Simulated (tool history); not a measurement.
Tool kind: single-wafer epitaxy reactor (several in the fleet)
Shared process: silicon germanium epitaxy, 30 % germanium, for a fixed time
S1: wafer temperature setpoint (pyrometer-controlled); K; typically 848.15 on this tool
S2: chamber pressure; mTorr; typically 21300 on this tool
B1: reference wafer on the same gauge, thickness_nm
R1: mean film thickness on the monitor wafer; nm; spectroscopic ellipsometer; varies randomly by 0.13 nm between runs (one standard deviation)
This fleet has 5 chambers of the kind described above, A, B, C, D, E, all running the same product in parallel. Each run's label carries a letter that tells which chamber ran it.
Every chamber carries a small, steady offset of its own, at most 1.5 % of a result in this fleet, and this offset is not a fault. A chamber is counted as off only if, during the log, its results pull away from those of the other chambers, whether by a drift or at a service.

run    day      S1     S2      B1      R1
 1E  0.154  848.15  21300  40.333  38.189
 2B  0.283  848.15  21300  40.295  37.731
 3A  0.388  848.15  21300  40.294  37.599
 4D  0.483  848.15  21300  40.291  37.597
 5C  0.617  848.15  21300  40.318  38.008
 6A  0.788  848.15  21300  40.303  37.944
 7E  0.900  848.15  21300  40.285  38.149
 8D  1.021  848.15  21300  40.316  37.632
 9C  1.167  848.15  21300  40.312  38.033
10B  1.312  848.15  21300  40.271  37.654
     1.412  -- chamber D: capacitance manometer re-zeroed and calibrated
11A  1.421  848.15  21300  40.301  37.920
12E  1.542  848.15  21300  40.302  38.066
13B  1.700  848.15  21300  40.303  37.746
14D  1.871  848.15  21300  40.324  37.655
15C  2.000  848.15  21300  40.289  38.308
16D  2.100  848.15  21300  40.303  37.599
     2.258  -- chamber E: pyrometer calibrated
17B  2.271  848.15  21300  40.324  37.940
18E  2.379  848.15  21300  40.288  38.072
19A  2.550  848.15  21300  40.306  37.943
20C  2.646  848.15  21300  40.313  38.677
21A  2.779  861.15  21300  40.280  48.484
22C  2.875  861.15  21300  40.328  49.542
23B  2.979  861.15  21300  40.296  48.127
24E  3.121  861.15  21300  40.315  49.014
25D  3.271  861.15  21300  40.291  48.369
26A  3.396  848.15  21300  40.267  38.033
27D  3.571  848.15  21300  40.294  37.815
28B  3.688  854.15  18000  40.323  39.757
29E  3.879  854.15  18000  40.301  39.843
30C  4.071  854.15  18000  40.336  41.059
31C  4.192  854.15  18000  40.351  41.229
32E  4.296  854.15  18000  40.325  39.956
33A  4.492  848.15  21300  40.324  38.054
34D  4.671  848.15  21300  40.267  37.605
35B  4.767  848.15  21300  40.325  37.666
36A  4.912  848.15  21300  40.309  37.945
37C  5.075  848.15  21300  40.287  39.557
38D  5.179  848.15  21300  40.254  37.521
39B  5.350  848.15  21300  40.296  37.509
40E  5.450  848.15  21300  40.305  38.176
41D  5.638  848.15  21300  40.294  37.742
42B  5.738  848.15  21300  40.309  37.755
43C  5.833  848.15  21300  40.289  40.005
44A  5.992  848.15  21300  40.312  37.727

All chambers now run identical settings, listed one chamber a line with results as question marks. What results will each chamber show?
45A  6.129  848.15  21300       ?
45B  6.129  848.15  21300       ?
45C  6.129  848.15  21300       ?
45D  6.129  848.15  21300       ?
45E  6.129  848.15  21300       ?

run      R1
45A  37.837
45B  37.530
45C  39.955
45D  37.934
45E  38.045
